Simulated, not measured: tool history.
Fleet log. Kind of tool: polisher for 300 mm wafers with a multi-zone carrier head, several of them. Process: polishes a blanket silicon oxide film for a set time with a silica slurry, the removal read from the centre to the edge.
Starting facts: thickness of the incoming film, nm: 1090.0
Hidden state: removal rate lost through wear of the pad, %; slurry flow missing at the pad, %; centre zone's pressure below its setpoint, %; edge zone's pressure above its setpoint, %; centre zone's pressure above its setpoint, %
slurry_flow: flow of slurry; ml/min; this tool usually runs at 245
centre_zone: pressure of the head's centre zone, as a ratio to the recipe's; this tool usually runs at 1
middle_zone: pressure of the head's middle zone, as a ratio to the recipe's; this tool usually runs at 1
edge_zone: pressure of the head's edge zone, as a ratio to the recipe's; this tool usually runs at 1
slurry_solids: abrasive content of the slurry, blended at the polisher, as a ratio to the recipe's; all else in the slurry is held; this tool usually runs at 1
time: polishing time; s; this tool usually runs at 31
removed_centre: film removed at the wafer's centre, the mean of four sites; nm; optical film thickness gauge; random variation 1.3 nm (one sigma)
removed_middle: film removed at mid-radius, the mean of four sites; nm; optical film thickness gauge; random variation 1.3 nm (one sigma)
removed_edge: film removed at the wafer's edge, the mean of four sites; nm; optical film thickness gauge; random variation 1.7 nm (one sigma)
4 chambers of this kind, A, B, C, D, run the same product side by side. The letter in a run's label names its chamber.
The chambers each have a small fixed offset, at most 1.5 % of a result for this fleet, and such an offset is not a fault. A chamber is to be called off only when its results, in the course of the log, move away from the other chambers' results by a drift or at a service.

run	hour	slurry_flow	centre_zone	middle_zone	edge_zone	slurry_solids	time	wafers polished on this pad	hours since the slurry nozzle was cleaned	hours since the centre zone pressure was calibrated	hours since the edge zone pressure was calibrated	removed_centre	removed_middle	removed_edge
1D	3.1	245	1	1	1	1	31	710	65.5	402.7	950.2	112.23	114.75	115.1
2B	8.1	245	1	1	1	1	31	682	276.1	1022.5	223	114.22	112.36	116.61
3C	11	245	1	1	1	1	31	687	76.7	295.3	181.5	113.84	115.53	112.58
# hour 13.4: chamber B: worn pad replaced by a new one
4A	13.8	245	1	1	1	1	31	667	134.6	612.1	142	115.47	115.66	113.93
5C	17.4	245	1	1	1	1	31	760	83.1	301.7	187.9	115.19	115.23	114.78
6D	22	245	1	1	1	1	31	927	84.4	421.6	969.1	112.65	112.89	117.48
7B	25.9	245	1	1	1	1	31	143	293.9	1040.3	240.8	113.69	112.36	111.7
# hour 29.6: chamber C: worn pad replaced by a new one
8A	29.7	245	1	1	1	1	31	849	150.5	628	157.9	113.24	115.3	115.4
9A	32.1	245	1	1	1	1	31	876	152.9	630.4	160.3	112.3	112.22	114.51
10C	35.9	245	1	1	1	1	31	72	101.6	320.2	206.4	114.82	112.12	115.87
11B	40.8	245	1	1	1	1	31	314	308.8	1055.2	255.7	114.44	113.04	113.8
# hour 42.6: chamber D: worn pad replaced by a new one
12D	43.8	245	1	1	1	1	31	14	106.2	443.4	990.9	115.15	114.59	116.62
13A	48.7	245	1	1	1	1	31	1066	169.5	647	176.9	109.32	114.71	116.53
14B	51.2	245	1	1.04	1	1	31	433	319.2	1065.6	266.1	113.83	119.04	114.94
15C	54.9	245	1	1.04	1	1	31	290	120.6	339.2	225.4	115.25	117.35	114.3
16D	58	245	1	1.04	1	1	31	177	120.4	457.6	1005.1	114.58	120.14	118.27
17C	62.2	245	1	1.04	1	1	31	374	127.9	346.5	232.7	115.52	118.28	112.78
18A	66.3	245	1	1	1	1	31	1268	187.1	664.6	194.5	110.19	112.47	112.59
19B	70	245	1	1	1	1	31	648	338	1084.4	284.9	116.16	112.32	113.03
20D	73.9	245	1	1	1	1	31	359	136.3	473.5	1021	113.55	112.9	114.77
# hour 76.9: chamber B: edge zone pressure recalibrated
21C	77.5	245	1	1	1	1	31	549	143.2	361.8	248	114.76	113.55	113.48
# hour 80.6: chamber B: worn pad replaced by a new one
22D	80.7	245	1	1	1	1	31	437	143.1	480.3	1027.8	115.77	114.61	115.13
23A	83.2	245	1	1	1	1	31	1461	204	681.5	211.4	109.8	110.37	110.99
24B	87.3	245	1	1	1	1	31	77	355.3	1101.7	10.4	113.39	110.95	116.05
25B	89.6	245	1	1	1	1	31	103	357.6	1104	12.7	114.97	113.65	114.02
26A	93.3	245	1	1	1	0.8	31	1577	214.1	691.6	221.5	96.376	99.604	100.41
27D	96.9	245	1	1	1	0.8	31	622	159.3	496.5	1044	103.16	100.08	104.67
28C	99.6	245	1	1	1	0.8	31	802	165.3	383.9	270.1	104.71	102.93	101.91
29B	103.6	245	1	1	1	0.8	31	264	371.6	1118	26.7	103.64	101.97	102.33
# hour 105: chamber C: worn pad replaced by a new one
30D	106.1	245	1	1	1	1	31	727	168.5	505.7	1053.2	113.28	114.99	113.27
31C	109.1	245	1	1	1	1	31	47	174.8	393.4	279.6	113.81	114.53	117.25
# hour 112.1: chamber B: slurry nozzle cleaned
32A	112.7	245	1	1	1	1	31	1799	233.5	711	240.9	105.41	108.72	111.1
33A	115	245	1	1	1	1	31	1825	235.8	713.3	243.2	107.28	107.01	108.68
34B	119.9	245	1	1	1	1	31	450	7.9	1134.3	43	114.82	113.72	114.8
35C	125.1	245	1	1	1	1	31	230	190.8	409.4	295.6	115.11	112.56	115.93
36D	127.9	245	1	1	1	1	31	977	190.3	527.5	1075	115.77	113.54	115.44
# hour 129.8: chamber D: worn pad replaced by a new one
37B	131.9	245	1	1	1	1	31	588	19.9	1146.3	55	115.4	115.93	111.14
38A	134.2	245	1	1	1	1	31	2045	255	732.5	262.4	105.95	106.7	105.43
39C	138.6	245	1	1	1	1	31	385	204.3	422.9	309.1	115.57	115.88	115.17
# hour 140: chamber B: worn pad replaced by a new one
40D	143	245	1	1	1	1.15	31	151	205.4	542.6	1090.1	122.31	121.31	124.18
41B	147.6	245	1	1	1	1.15	31	87	35.6	1162	70.7	123.7	122.09	122.73

Is one chamber off against the others, does the gauge drift, or is nothing wrong? If a chamber is off, say which, and what the likeliest cause is.

One chamber, A, drifts off from the rest bit by bit.
Most likely cause: removal rate lost through wear of the pad, % = 7.81.
The log might look much the same if the cause were instead: slurry flow missing at the pad, %.

Below are 4 candidate recipes for chamber A's next run, each the usual settings with a change, their results shown as question marks. Which of them brings A's results back in line with what the other chambers give on the usual settings?
Maximum distance from the other chambers' mean on the usual settings for a result to count as in line: removed_centre 4.5 nm; removed_middle 4.6 nm; removed_edge 5.9 nm
42A-1	151.3	240	0.98	1	1	1	29					?	?	?
42A-2	151.3	245	1.01	1	1	1	32					?	?	?
42A-3	151.3	250	1.02	1	1	1	33					?	?	?
42A-4	151.3	245	0.99	1	1	1	30					?	?	?

What the other chambers average on the usual settings: removed_centre 114.58 nm; removed_middle 114.15 nm; removed_edge 114.83 nm
run	removed_centre	removed_middle	removed_edge
42A-1	94.327	98.643	98.093
42A-2	107.82	109.1	108.44
42A-3	112.67	112.76	112.03
42A-4	98.923	102.29	101.66
The right change is 42A-3: it brings the chamber back within the allowed miss of the others.

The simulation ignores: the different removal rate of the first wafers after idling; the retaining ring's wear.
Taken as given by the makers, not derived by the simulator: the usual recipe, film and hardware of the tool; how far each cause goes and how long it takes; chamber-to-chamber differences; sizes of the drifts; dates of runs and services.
